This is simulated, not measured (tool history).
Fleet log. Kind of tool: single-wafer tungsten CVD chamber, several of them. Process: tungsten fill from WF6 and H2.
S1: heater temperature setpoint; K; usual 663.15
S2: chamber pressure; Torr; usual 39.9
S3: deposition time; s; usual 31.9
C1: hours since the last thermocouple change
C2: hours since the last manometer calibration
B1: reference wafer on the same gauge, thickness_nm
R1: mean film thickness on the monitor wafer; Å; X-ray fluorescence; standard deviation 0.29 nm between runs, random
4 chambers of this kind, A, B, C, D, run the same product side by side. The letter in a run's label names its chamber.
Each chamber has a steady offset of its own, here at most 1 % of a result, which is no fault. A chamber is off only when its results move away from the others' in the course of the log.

run,hour,S1,S2,S3,C1,C2,B1,R1
1A,8.1,663.15,39.9,31.9,487.6,2012.4,80.827,877.75
2C,12.9,663.15,39.9,31.9,785.9,254.0,80.783,882.83
3B,22.9,663.15,39.9,31.9,468.5,1779.7,80.817,884.91
4D,33.0,663.15,39.9,31.9,980.0,500.3,80.751,866.92
5D,38.9,663.15,39.9,31.9,985.9,506.2,80.800,869.28
6C,43.5,663.15,39.9,31.9,816.5,284.6,80.840,875.32
7A,51.8,663.15,39.9,31.9,531.3,2056.1,80.840,877.74
8B,56.8,663.15,39.9,31.9,502.4,1813.6,80.762,893.56
9A,65.1,663.15,39.9,31.9,544.6,2069.4,80.817,882.10
10C,74.7,663.15,39.9,31.9,847.7,315.8,80.868,879.94
11B,82.1,663.15,39.9,31.9,527.7,1838.9,80.727,887.92
12D,86.6,674.15,35.5,31.9,1033.6,553.9,80.810,1022.40
13C,95.6,674.15,35.5,31.9,868.6,336.7,80.814,1019.50
14D,104.5,674.15,35.5,31.9,1051.5,571.8,80.806,1014.80
15A,109.9,674.15,35.5,31.9,589.4,2114.2,80.818,1017.70
16B,119.4,663.15,39.9,31.9,565.0,1876.2,80.816,886.32
17A,126.3,654.15,39.9,34.2,605.8,2130.6,80.809,784.92
18C,133.4,654.15,39.9,34.2,906.4,374.5,80.839,793.74
19B,141.5,654.15,39.9,34.2,587.1,1898.3,80.761,793.72
20D,149.2,654.15,39.9,34.2,1096.2,616.5,80.859,758.11
21C,154.6,663.15,39.9,31.9,927.6,395.7,80.843,883.28
22D,162.5,663.15,39.9,31.9,1109.5,629.8,80.851,845.94
23B,167.7,663.15,39.9,31.9,613.3,1924.5,80.832,890.16
24A,174.7,663.15,39.9,31.9,654.2,2179.0,80.797,881.29
25B,184.3,663.15,39.9,31.9,629.9,1941.1,80.811,893.01
26D,192.4,663.15,39.9,31.9,1139.4,659.7,80.794,834.90
27A,200.9,651.15,39.9,31.9,680.4,2205.2,80.803,695.37

One chamber off, gauge drift, or nothing amiss beyond the chambers' own small offsets? If it is a chamber, which one, and what is the likeliest cause?

One chamber, D, drifts off from the rest bit by bit.
What lies behind it: wafer temperature below the value expected at the setpoint (K) = 2.5.

Below are 4 candidate recipes for chamber D's next run, each the usual settings with a change, their results shown as question marks. Which of them brings D's results back in line with what the other chambers give on the usual settings?
Maximum distance from the other chambers' mean on the usual settings for a result to count as in line: R1 10.00 Å
28D-1,208.4,663.15,39.9,30.0,,,,?
28D-2,208.4,664.15,40.1,31.9,,,,?
28D-3,208.4,666.15,39.9,31.9,,,,?
28D-4,208.4,663.15,38.2,31.9,,,,?

Other chambers, usual settings, mean: R1 882.11 Å
run,R1
28D-1,782.09
28D-2,850.55
28D-3,882.78
28D-4,815.15
28D-3 is the one that brings the chamber's results back in line with the other chambers.
